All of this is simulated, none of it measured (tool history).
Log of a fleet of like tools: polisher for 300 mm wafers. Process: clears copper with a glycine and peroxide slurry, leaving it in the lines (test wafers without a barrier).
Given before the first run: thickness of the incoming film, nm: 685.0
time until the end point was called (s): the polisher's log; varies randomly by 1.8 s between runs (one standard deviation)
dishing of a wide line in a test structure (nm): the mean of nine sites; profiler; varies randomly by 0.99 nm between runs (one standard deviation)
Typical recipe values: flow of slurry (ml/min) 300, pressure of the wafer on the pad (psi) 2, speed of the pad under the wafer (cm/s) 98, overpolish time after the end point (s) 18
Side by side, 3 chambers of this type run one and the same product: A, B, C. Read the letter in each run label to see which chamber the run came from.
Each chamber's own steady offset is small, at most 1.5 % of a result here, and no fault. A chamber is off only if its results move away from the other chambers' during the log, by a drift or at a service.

run,hour,flow of slurry (ml/min),pressure of the wafer on the pad (psi),speed of the pad under the wafer (cm/s),overpolish time after the end point (s),wafers polished on this pad,hours since the slurry nozzle was cleaned,hours since the head pressure was calibrated,time until the end point was called (s),dishing of a wide line in a test structure (nm)
# hour 2.2: chamber A: worn pad replaced by a new one
1A,6.6,300,2,98,18,37,589,518.1,148.58,55.206
2B,13.4,300,2,98,18,228,43.4,60.5,152.43,54.541
3C,18.8,300,2,98,18,690,386.1,1001.1,146.59,55.389
4C,24.7,300,2,98,18,739,392,1007,150.13,53.983
5A,30.7,300,2,98,18,237,613.1,542.2,149.99,52.531
6B,37.4,300,2,98,18,428,67.4,84.5,151.18,53.618
7C,43.7,300,2,98,18,897,411,1026,153.64,52.75
8B,49.1,300,2,98,18,525,79.1,96.2,147.65,52.305
# hour 55.6: chamber C: head pressure recalibrated
9A,56,300,2,98,18,447,638.4,567.5,146.96,53.485
10C,61.6,300,2,98,18,1045,428.9,6.1,153.77,54.367
11B,64.8,300,2,98,18,655,94.8,111.9,149.39,55.396
12A,68.3,300,2,98,18,549,650.7,579.8,147.79,51.21
13A,73.1,300,2,98,18,589,655.5,584.6,148.2,53.428
# hour 74.9: chamber A: worn pad replaced by a new one
14B,79.3,300,1.7,98,18,776,109.3,126.4,170.22,49.018
# hour 82.3: chamber C: worn pad replaced by a new one
15C,86.3,300,1.7,98,18,33,453.6,30.8,171.46,48.739
16A,92.3,300,1.7,98,18,145,674.7,603.8,166.83,47.673
17C,95.9,300,2,98,18,113,463.2,40.4,150.19,54.851
18B,101.3,300,2,98,18,958,131.3,148.4,150.04,53.572
19A,107.9,300,2,98,9,274,690.3,619.4,148.06,29.683
20C,111.4,300,2,98,9,242,478.7,55.9,148.28,30.272
# hour 111.5: chamber B: worn pad replaced by a new one
21B,117.4,300,2,98,9,49,147.4,164.5,148.76,29.795
22A,122.8,365,1.4,98,18,398,705.2,634.3,189.52,43.418
23B,127.9,365,1.4,98,18,136,157.9,175,190.43,43.077
24C,132.1,365,1.4,98,18,414,499.4,76.6,189.31,43.365
# hour 136.9: chamber A: worn pad replaced by a new one
25B,137.5,300,2,98,18,215,167.5,184.6,149.84,54.297
26A,144.2,300,2,98,18,61,726.6,655.7,149.56,52.195
27C,149.5,300,2,98,18,558,516.8,94,152.31,54.301
28B,155.6,300,2,98,18,366,185.6,202.7,149.13,54.921
29C,160.4,300,2,98,18,649,527.7,104.9,150.91,54.108
30A,166.4,300,2,98,18,245,748.8,677.9,148.74,52.355
31C,172.1,300,2,98,18,746,539.4,116.6,150.31,53.626

Next, all 3 chambers run the settings below, one line each with question marks for the results. What does each chamber give?
32A,177.1,300,2,98,18,,,,?,?
32B,177.1,300,2,98,18,,,,?,?
32C,177.1,300,2,98,18,,,,?,?

run,time until the end point was called (s),dishing of a wide line in a test structure (nm)
32A,148.36,54.289
32B,149.58,55.325
32C,152.02,55.236
